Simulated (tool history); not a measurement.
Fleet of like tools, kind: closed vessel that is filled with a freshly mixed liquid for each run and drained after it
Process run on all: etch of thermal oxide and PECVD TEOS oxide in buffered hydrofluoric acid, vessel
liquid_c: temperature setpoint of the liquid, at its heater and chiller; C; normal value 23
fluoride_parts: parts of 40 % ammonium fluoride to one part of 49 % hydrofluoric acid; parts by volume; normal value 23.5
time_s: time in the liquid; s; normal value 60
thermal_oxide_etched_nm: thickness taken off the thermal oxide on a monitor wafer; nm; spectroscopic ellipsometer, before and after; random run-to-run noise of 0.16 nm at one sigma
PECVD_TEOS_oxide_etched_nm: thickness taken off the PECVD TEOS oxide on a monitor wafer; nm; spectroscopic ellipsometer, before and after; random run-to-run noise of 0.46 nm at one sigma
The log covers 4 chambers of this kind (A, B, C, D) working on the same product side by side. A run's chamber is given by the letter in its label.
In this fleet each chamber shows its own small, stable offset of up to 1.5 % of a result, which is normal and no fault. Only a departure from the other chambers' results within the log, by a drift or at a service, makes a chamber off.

| run | hour | liquid_c | fluoride_parts | time_s | hours since the thermometer was replaced | hours since the hydrofluoric acid flow meter was replaced | read-back film thickness of the thermal oxide reference wafer, read on the same gauge (nm) | read-back film thickness of the PECVD TEOS oxide reference wafer, read on the same gauge (nm) | thermal_oxide_etched_nm | PECVD_TEOS_oxide_etched_nm |
|---|---|---|---|---|---|---|---|---|---|---|
| 1C | 9.9 | 23 | 23.5 | 60 | 28.2 | 334.6 | 99.978 | 40.017 | 30.272 | 97.507 |
| 2B | 18.3 | 23 | 23.5 | 60 | 1012.4 | 538.9 | 99.963 | 40.041 | 30.404 | 97.622 |
| 3A | 24.6 | 23 | 23.5 | 60 | 1571 | 2484.2 | 99.975 | 39.953 | 30.775 | 99.132 |
| 4D | 33.9 | 23 | 23.5 | 60 | 143.7 | 1780.6 | 100.01 | 40.017 | 30.749 | 97.26 |
| 5C | 41.3 | 23 | 23.5 | 60 | 59.6 | 366 | 99.983 | 40.026 | 30.014 | 98.36 |
| 6B | 50.9 | 21 | 23.5 | 90 | 1045 | 571.5 | 100 | 39.978 | 40.954 | 131.3 |
| 7D | 61 | 21 | 23.5 | 90 | 170.8 | 1807.7 | 99.989 | 39.966 | 41.158 | 130.42 |
| 8A | 70.3 | 21 | 23.5 | 90 | 1616.7 | 2529.9 | 99.976 | 40 | 40.918 | 132.93 |
| 9B | 79.6 | 21 | 23.5 | 90 | 1073.7 | 600.2 | 100.05 | 40.023 | 40.739 | 130.51 |
| 10D | 90 | 23 | 30 | 60 | 199.8 | 1836.7 | 100.01 | 40 | 25.584 | 81.354 |
|  | 95.5 | chamber B: hydrofluoric acid flow meter replaced |
| 11C | 97.3 | 23 | 30 | 60 | 115.6 | 422 | 100.04 | 39.993 | 25.223 | 82.052 |
| 12A | 106.1 | 23 | 30 | 60 | 1652.5 | 2565.7 | 99.983 | 39.972 | 25.83 | 83.412 |
| 13C | 115.5 | 23 | 30 | 60 | 133.8 | 440.2 | 99.98 | 40.026 | 25.33 | 82.887 |
| 14A | 120.9 | 23 | 23.5 | 60 | 1667.3 | 2580.5 | 99.994 | 39.995 | 30.559 | 98.357 |
| 15B | 129.6 | 21.5 | 23.5 | 90 | 1123.7 | 34.1 | 99.981 | 40.034 | 41.947 | 135 |
| 16D | 137.3 | 21.5 | 23.5 | 90 | 247.1 | 1884 | 100.03 | 40.03 | 42.183 | 133.84 |
| 17D | 145.1 | 21.5 | 23.5 | 90 | 254.9 | 1891.8 | 99.943 | 39.972 | 42.127 | 134.82 |
| 18A | 155.4 | 21.5 | 23.5 | 90 | 1701.8 | 2615 | 100 | 39.976 | 42.092 | 134.61 |
| 19C | 164.3 | 23 | 23.5 | 60 | 182.6 | 489 | 100.02 | 40.02 | 29.785 | 98.525 |
| 20B | 173.5 | 23 | 23.5 | 60 | 1167.6 | 78 | 99.994 | 39.978 | 30.255 | 98.12 |
| 21A | 179 | 18.5 | 28.5 | 60 | 1725.4 | 2638.6 | 100.02 | 40.031 | 20.585 | 66.838 |
| 22C | 189.1 | 18.5 | 28.5 | 60 | 207.4 | 513.8 | 100.02 | 40.042 | 20.468 | 67.457 |
| 23D | 197 | 18.5 | 28.5 | 60 | 306.8 | 1943.7 | 100.03 | 39.978 | 20.743 | 65.962 |
| 24B | 205.8 | 18.5 | 28.5 | 60 | 1199.9 | 110.3 | 100.01 | 39.98 | 20.789 | 66.182 |
|  | 208 | chamber A: hydrofluoric acid flow meter replaced |
| 25D | 212.5 | 23 | 23.5 | 60 | 322.3 | 1959.2 | 100.04 | 39.992 | 30.798 | 97.365 |
| 26C | 223.6 | 23 | 23.5 | 60 | 241.9 | 548.3 | 99.988 | 40.028 | 29.858 | 97.58 |
| 27B | 231.8 | 23 | 23.5 | 60 | 1225.9 | 136.3 | 99.982 | 40.034 | 30.806 | 97.806 |
| 28A | 243 | 23 | 23.5 | 60 | 1789.4 | 35 | 99.99 | 39.977 | 30.252 | 97.704 |
| 29D | 252.3 | 23 | 23.5 | 60 | 362.1 | 1999 | 100.03 | 40.009 | 30.282 | 96.658 |
| 30C | 258.3 | 23 | 23.5 | 60 | 276.6 | 583 | 99.998 | 39.985 | 29.997 | 97.992 |
| 31A | 267.7 | 23 | 23.5 | 60 | 1814.1 | 59.7 | 100.03 | 39.939 | 30.152 | 98.564 |
| 32B | 273.3 | 23 | 23.5 | 60 | 1267.4 | 177.8 | 100.01 | 40.007 | 30.592 | 98.156 |
| 33B | 280 | 23 | 23.5 | 60 | 1274.1 | 184.5 | 100 | 40.041 | 30.444 | 97.438 |
| 34C | 288.4 | 23 | 30 | 60 | 306.7 | 613.1 | 99.989 | 39.962 | 25.422 | 83.227 |
|  | 294.3 | chamber B: thermometer replaced |
| 35A | 296.2 | 23 | 30 | 60 | 1842.6 | 88.2 | 99.973 | 40.018 | 25.657 | 83.952 |
| 36D | 306.2 | 23 | 30 | 60 | 416 | 2052.9 | 99.984 | 39.951 | 25.885 | 81.695 |
| 37A | 314.7 | 23 | 30 | 60 | 1861.1 | 106.7 | 99.98 | 40.007 | 25.614 | 83.82 |
| 38B | 322.4 | 23 | 23.5 | 60 | 28.1 | 226.9 | 100.01 | 39.992 | 30.969 | 98.261 |
| 39C | 330.3 | 23 | 23.5 | 60 | 348.6 | 655 | 99.968 | 39.989 | 30.062 | 97.604 |

Read the log: is a single chamber off, either drifting away or since a service, is the gauge that measures every chamber drifting, or is nothing wrong beyond small per-chamber offsets? Name any odd chamber and what most likely caused it.

All chambers stay in line apart from their small fixed offsets, and the gauge does not drift.

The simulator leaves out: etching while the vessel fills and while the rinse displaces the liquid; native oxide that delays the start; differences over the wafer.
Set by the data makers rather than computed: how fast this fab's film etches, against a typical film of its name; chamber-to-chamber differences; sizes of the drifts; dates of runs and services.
